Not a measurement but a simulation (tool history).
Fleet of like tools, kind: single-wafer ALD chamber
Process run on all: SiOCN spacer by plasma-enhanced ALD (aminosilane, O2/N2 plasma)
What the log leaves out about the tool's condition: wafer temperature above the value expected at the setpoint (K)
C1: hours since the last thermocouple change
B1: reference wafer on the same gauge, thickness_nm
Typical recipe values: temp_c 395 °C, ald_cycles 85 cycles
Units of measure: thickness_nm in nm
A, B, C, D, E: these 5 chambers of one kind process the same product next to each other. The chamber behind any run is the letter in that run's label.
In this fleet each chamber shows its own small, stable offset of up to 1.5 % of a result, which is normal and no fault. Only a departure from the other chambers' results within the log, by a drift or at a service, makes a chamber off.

{"run": "1A", "hour": 4.6, "temp_c": 395, "ald_cycles": 85, "C1": 425.9, "B1": 4.4901, "thickness_nm": 5.1245}
{"run": "2D", "hour": 12.2, "temp_c": 395, "ald_cycles": 85, "C1": 1252.4, "B1": 4.4914, "thickness_nm": 5.0986}
{"run": "3C", "hour": 18.7, "temp_c": 395, "ald_cycles": 85, "C1": 856.9, "B1": 4.4898, "thickness_nm": 5.1511}
{"run": "4E", "hour": 25.8, "temp_c": 395, "ald_cycles": 85, "C1": 742.5, "B1": 4.4912, "thickness_nm": 5.1367}
{"run": "5B", "hour": 32.2, "temp_c": 395, "ald_cycles": 85, "C1": 1788.3, "B1": 4.4827, "thickness_nm": 5.0542}
{"run": "6C", "hour": 37.0, "temp_c": 395, "ald_cycles": 85, "C1": 875.2, "B1": 4.4903, "thickness_nm": 5.1542}
{"run": "7B", "hour": 44.1, "temp_c": 395, "ald_cycles": 85, "C1": 1800.2, "B1": 4.4896, "thickness_nm": 5.0736}
{"run": "8E", "hour": 48.3, "temp_c": 395, "ald_cycles": 85, "C1": 765.0, "B1": 4.4924, "thickness_nm": 5.1089}
{"run": "9A", "hour": 54.9, "temp_c": 395, "ald_cycles": 85, "C1": 476.2, "B1": 4.4868, "thickness_nm": 5.1346}
{"run": "10D", "hour": 59.8, "temp_c": 395, "ald_cycles": 85, "C1": 1300.0, "B1": 4.4867, "thickness_nm": 5.1049}
{"run": "11E", "hour": 65.7, "temp_c": 403, "ald_cycles": 85, "C1": 782.4, "B1": 4.494, "thickness_nm": 5.0838}
{"run": "12B", "hour": 71.3, "temp_c": 403, "ald_cycles": 85, "C1": 1827.4, "B1": 4.491, "thickness_nm": 5.0159}
{"run": "13D", "hour": 80.3, "temp_c": 403, "ald_cycles": 85, "C1": 1320.5, "B1": 4.4924, "thickness_nm": 5.0403}
{"run": "14A", "hour": 88.6, "temp_c": 403, "ald_cycles": 85, "C1": 509.9, "B1": 4.4915, "thickness_nm": 5.0781}
{"run": "15C", "hour": 96.7, "temp_c": 403, "ald_cycles": 85, "C1": 934.9, "B1": 4.4879, "thickness_nm": 5.0925}
{"run": "16A", "hour": 105.7, "temp_c": 395, "ald_cycles": 85, "C1": 527.0, "B1": 4.4885, "thickness_nm": 5.1842}
{"run": "17E", "hour": 112.3, "temp_c": 395, "ald_cycles": 85, "C1": 829.0, "B1": 4.4889, "thickness_nm": 5.1283}
{"run": "18C", "hour": 116.7, "temp_c": 395, "ald_cycles": 85, "C1": 954.9, "B1": 4.4916, "thickness_nm": 5.1338}
{"run": "19B", "hour": 125.6, "temp_c": 409, "ald_cycles": 85, "C1": 1881.7, "B1": 4.4893, "thickness_nm": 4.9212}
{"run": "20D", "hour": 133.4, "temp_c": 409, "ald_cycles": 85, "C1": 1373.6, "B1": 4.4921, "thickness_nm": 4.9133}
{"run": "21A", "hour": 139.9, "temp_c": 409, "ald_cycles": 85, "C1": 561.2, "B1": 4.4875, "thickness_nm": 5.0105}
{"run": "22D", "hour": 148.0, "temp_c": 409, "ald_cycles": 85, "C1": 1388.2, "B1": 4.4971, "thickness_nm": 4.982}
{"run": "23B", "hour": 156.0, "temp_c": 409, "ald_cycles": 85, "C1": 1912.1, "B1": 4.4912, "thickness_nm": 4.9552}
{"run": "24C", "hour": 160.3, "temp_c": 395, "ald_cycles": 85, "C1": 998.5, "B1": 4.4909, "thickness_nm": 5.1094}
{"hour": 163.0, "done": "chamber C: thermocouple changed; heater temperature recalibrated"}
{"run": "25E", "hour": 166.3, "temp_c": 395, "ald_cycles": 85, "C1": 883.0, "B1": 4.4928, "thickness_nm": 5.1365}
{"run": "26E", "hour": 176.0, "temp_c": 395, "ald_cycles": 85, "C1": 892.7, "B1": 4.4886, "thickness_nm": 5.1594}
{"run": "27A", "hour": 184.0, "temp_c": 395, "ald_cycles": 85, "C1": 605.3, "B1": 4.4838, "thickness_nm": 5.1413}
{"run": "28B", "hour": 189.2, "temp_c": 395, "ald_cycles": 85, "C1": 1945.3, "B1": 4.4881, "thickness_nm": 5.0575}
{"run": "29D", "hour": 193.6, "temp_c": 395, "ald_cycles": 85, "C1": 1433.8, "B1": 4.4885, "thickness_nm": 5.1056}
{"run": "30C", "hour": 201.2, "temp_c": 389, "ald_cycles": 85, "C1": 38.3, "B1": 4.4902, "thickness_nm": 5.121}
{"run": "31B", "hour": 208.1, "temp_c": 389, "ald_cycles": 85, "C1": 1964.2, "B1": 4.4905, "thickness_nm": 5.0651}
{"run": "32D", "hour": 215.8, "temp_c": 389, "ald_cycles": 85, "C1": 1456.0, "B1": 4.4956, "thickness_nm": 5.1044}
{"run": "33E", "hour": 222.9, "temp_c": 389, "ald_cycles": 85, "C1": 939.6, "B1": 4.488, "thickness_nm": 5.129}
{"run": "34C", "hour": 228.1, "temp_c": 389, "ald_cycles": 85, "C1": 65.2, "B1": 4.4921, "thickness_nm": 5.116}
{"run": "35A", "hour": 233.0, "temp_c": 395, "ald_cycles": 85, "C1": 654.3, "B1": 4.4935, "thickness_nm": 5.1414}
{"run": "36C", "hour": 241.5, "temp_c": 395, "ald_cycles": 85, "C1": 78.6, "B1": 4.4934, "thickness_nm": 5.1568}
{"run": "37D", "hour": 247.8, "temp_c": 395, "ald_cycles": 85, "C1": 1488.0, "B1": 4.4876, "thickness_nm": 5.1165}
{"run": "38E", "hour": 255.5, "temp_c": 395, "ald_cycles": 85, "C1": 972.2, "B1": 4.4903, "thickness_nm": 5.1291}
{"run": "39B", "hour": 264.3, "temp_c": 387, "ald_cycles": 73, "C1": 2020.4, "B1": 4.4883, "thickness_nm": 4.3594}
{"run": "40A", "hour": 273.9, "temp_c": 387, "ald_cycles": 73, "C1": 695.2, "B1": 4.4859, "thickness_nm": 4.4386}
{"run": "41E", "hour": 280.7, "temp_c": 387, "ald_cycles": 73, "C1": 997.4, "B1": 4.4907, "thickness_nm": 4.397}

Next, every chamber runs the same settings. What will each give?
{"run": "42A", "hour": 287.7, "temp_c": 387, "ald_cycles": 85, "thickness_nm": "?"}
{"run": "42B", "hour": 287.7, "temp_c": 387, "ald_cycles": 85, "thickness_nm": "?"}
{"run": "42C", "hour": 287.7, "temp_c": 387, "ald_cycles": 85, "thickness_nm": "?"}
{"run": "42D", "hour": 287.7, "temp_c": 387, "ald_cycles": 85, "thickness_nm": "?"}
{"run": "42E", "hour": 287.7, "temp_c": 387, "ald_cycles": 85, "thickness_nm": "?"}

run=42A thickness_nm=5.1862
run=42B thickness_nm=5.0820
run=42C thickness_nm=5.0930
run=42D thickness_nm=5.1151
run=42E thickness_nm=5.1375
